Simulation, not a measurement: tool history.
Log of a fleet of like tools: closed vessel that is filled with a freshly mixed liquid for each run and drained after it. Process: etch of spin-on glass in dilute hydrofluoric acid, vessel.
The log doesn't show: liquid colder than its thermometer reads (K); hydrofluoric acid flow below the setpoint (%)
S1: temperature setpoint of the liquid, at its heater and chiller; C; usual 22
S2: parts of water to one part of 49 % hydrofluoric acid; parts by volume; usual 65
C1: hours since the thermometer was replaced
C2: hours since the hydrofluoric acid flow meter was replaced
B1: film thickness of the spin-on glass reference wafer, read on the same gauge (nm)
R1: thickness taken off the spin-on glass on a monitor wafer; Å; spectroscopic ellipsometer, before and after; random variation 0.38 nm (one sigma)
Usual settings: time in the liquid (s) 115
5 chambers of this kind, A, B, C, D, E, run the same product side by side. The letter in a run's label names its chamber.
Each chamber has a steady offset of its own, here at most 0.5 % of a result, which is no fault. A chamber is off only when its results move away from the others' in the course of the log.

Run 1E, hour 7: usual settings; C1 514.8; C2 538.5; B1 40. Result: R1 572.52 Å.
Run 2C, hour 10.5: usual settings; C1 288.2; C2 1046.9; B1 40.001. Result: R1 567.24 Å.
Run 3A, hour 14.2: usual settings; C1 875.8; C2 1460.6; B1 39.991. Result: R1 569.19 Å.
Run 4D, hour 19.6: usual settings; C1 94.3; C2 226.2; B1 40.009. Result: R1 570.6 Å.
Run 5B, hour 27.6: usual settings; C1 763.1; C2 1241.1; B1 39.979. Result: R1 570.66 Å.
Run 6D, hour 35.7: usual settings; C1 110.4; C2 242.3; B1 39.987. Result: R1 564.41 Å.
Run 7E, hour 41.3: usual settings; C1 549.1; C2 572.8; B1 39.99. Result: R1 568.57 Å.
Run 8C, hour 45.4: usual settings; C1 323.1; C2 1081.8; B1 39.999. Result: R1 567.08 Å.
Run 9A, hour 51.1: usual settings; C1 912.7; C2 1497.5; B1 39.993. Result: R1 567.3 Å.
Run 10B, hour 57.1: usual settings; C1 792.6; C2 1270.6; B1 40.025. Result: R1 563.65 Å.
Run 11C, hour 62: usual settings but S1 24 C; C1 339.7; C2 1098.4; B1 39.998. Result: R1 619.7 Å.
Run 12B, hour 65.8: usual settings but S1 24 C; C1 801.3; C2 1279.3; B1 39.991. Result: R1 619.72 Å.
Run 13A, hour 70.1: usual settings but S1 24 C; C1 931.7; C2 1516.5; B1 39.984. Result: R1 624.29 Å.
Run 14E, hour 76.1: usual settings but S1 24 C; C1 583.9; C2 607.6; B1 40.005. Result: R1 613.06 Å.
Run 15D, hour 81.4: usual settings but S1 24 C; C1 156.1; C2 288; B1 40.005. Result: R1 613.35 Å.
Run 16E, hour 86.5: usual settings; C1 594.3; C2 618; B1 39.987. Result: R1 553.91 Å.
Run 17C, hour 93.8: usual settings; C1 371.5; C2 1130.2; B1 39.992. Result: R1 570.6 Å.
Run 18A, hour 97.7: usual settings but time in the liquid (s) 65; C1 959.3; C2 1544.1; B1 40.016. Result: R1 318.68 Å.
Run 19D, hour 101.7: usual settings but time in the liquid (s) 65; C1 176.4; C2 308.3; B1 39.991. Result: R1 319.19 Å.
Run 20B, hour 108.6: usual settings but time in the liquid (s) 65; C1 844.1; C2 1322.1; B1 39.991. Result: R1 317.07 Å.
Run 21A, hour 116.6: usual settings but time in the liquid (s) 65; C1 978.2; C2 1563; B1 40.005. Result: R1 321.58 Å.
Run 22E, hour 120.8: usual settings but time in the liquid (s) 65; C1 628.6; C2 652.3; B1 40.002. Result: R1 313.52 Å.
Run 23D, hour 126.8: usual settings; C1 201.5; C2 333.4; B1 39.994. Result: R1 561.51 Å.
Run 24C, hour 133.3: usual settings; C1 411; C2 1169.7; B1 39.996. Result: R1 565.57 Å.
Run 25B, hour 140.6: usual settings; C1 876.1; C2 1354.1; B1 39.995. Result: R1 569.43 Å.
Run 26C, hour 145.4: usual settings; C1 423.1; C2 1181.8; B1 40.017. Result: R1 569.92 Å.
Run 27B, hour 153.4: usual settings; C1 888.9; C2 1366.9; B1 40.005. Result: R1 564.24 Å.
Run 28A, hour 157.7: usual settings but time in the liquid (s) 145; C1 1019.3; C2 1604.1; B1 40.005. Result: R1 712.74 Å.
Run 29E, hour 164.7: usual settings but time in the liquid (s) 145; C1 672.5; C2 696.2; B1 40.008. Result: R1 683.62 Å.
Run 30D, hour 171.1: usual settings but time in the liquid (s) 145; C1 245.8; C2 377.7; B1 40.001. Result: R1 715.56 Å.
Run 31C, hour 177.3: usual settings but time in the liquid (s) 145; C1 455; C2 1213.7; B1 39.983. Result: R1 718.17 Å.
Run 32B, hour 183.1: usual settings but time in the liquid (s) 145; C1 918.6; C2 1396.6; B1 40.008. Result: R1 723.59 Å.
Run 33D, hour 190.9: usual settings; C1 265.6; C2 397.5; B1 39.994. Result: R1 564.59 Å.
Run 34A, hour 197.1: usual settings; C1 1058.7; C2 1643.5; B1 39.992. Result: R1 572.84 Å.
Run 35E, hour 203.8: usual settings; C1 711.6; C2 735.3; B1 39.989. Result: R1 525.81 Å.
Run 36D, hour 207.8: usual settings; C1 282.5; C2 414.4; B1 40.007. Result: R1 563.52 Å.
Run 37B, hour 213: usual settings but S2 85 parts by volume; C1 948.5; C2 1426.5; B1 39.988. Result: R1 426.44 Å.
Run 38A, hour 217.5: usual settings but S2 85 parts by volume; C1 1079.1; C2 1663.9; B1 39.994. Result: R1 422.72 Å.

Is one chamber off against the others, does the gauge drift, or is nothing wrong? If a chamber is off, say which, and what the likeliest cause is.

Chamber E drifts away from the others.
Cause: hydrofluoric acid flow below the setpoint (%) = 6.28.
The log may not tell that from: liquid colder than its thermometer reads (K).

Here are 4 candidates for chamber E's next run, each the usual settings with a change, their results left as question marks. Which one brings its results back in line with what the others give on the usual settings?
In line means no further than this from the other chambers' mean on the usual settings: R1 13 Å
Run 39E-1, hour 223.3: usual settings but S1 20.5 C. Result: R1 ?.
Run 39E-2, hour 223.3: usual settings but S1 21.5 C. Result: R1 ?.
Run 39E-3, hour 223.3: usual settings but S1 23.5 C. Result: R1 ?.
Run 39E-4, hour 223.3: usual settings but S1 22.5 C. Result: R1 ?.

The other chambers' mean on the usual settings: R1 565.75 Å
  run      R1
39E-1  497.34
39E-2  518.67
39E-3  563.74
39E-4  540.94
39E-3 brings the chamber back in line.

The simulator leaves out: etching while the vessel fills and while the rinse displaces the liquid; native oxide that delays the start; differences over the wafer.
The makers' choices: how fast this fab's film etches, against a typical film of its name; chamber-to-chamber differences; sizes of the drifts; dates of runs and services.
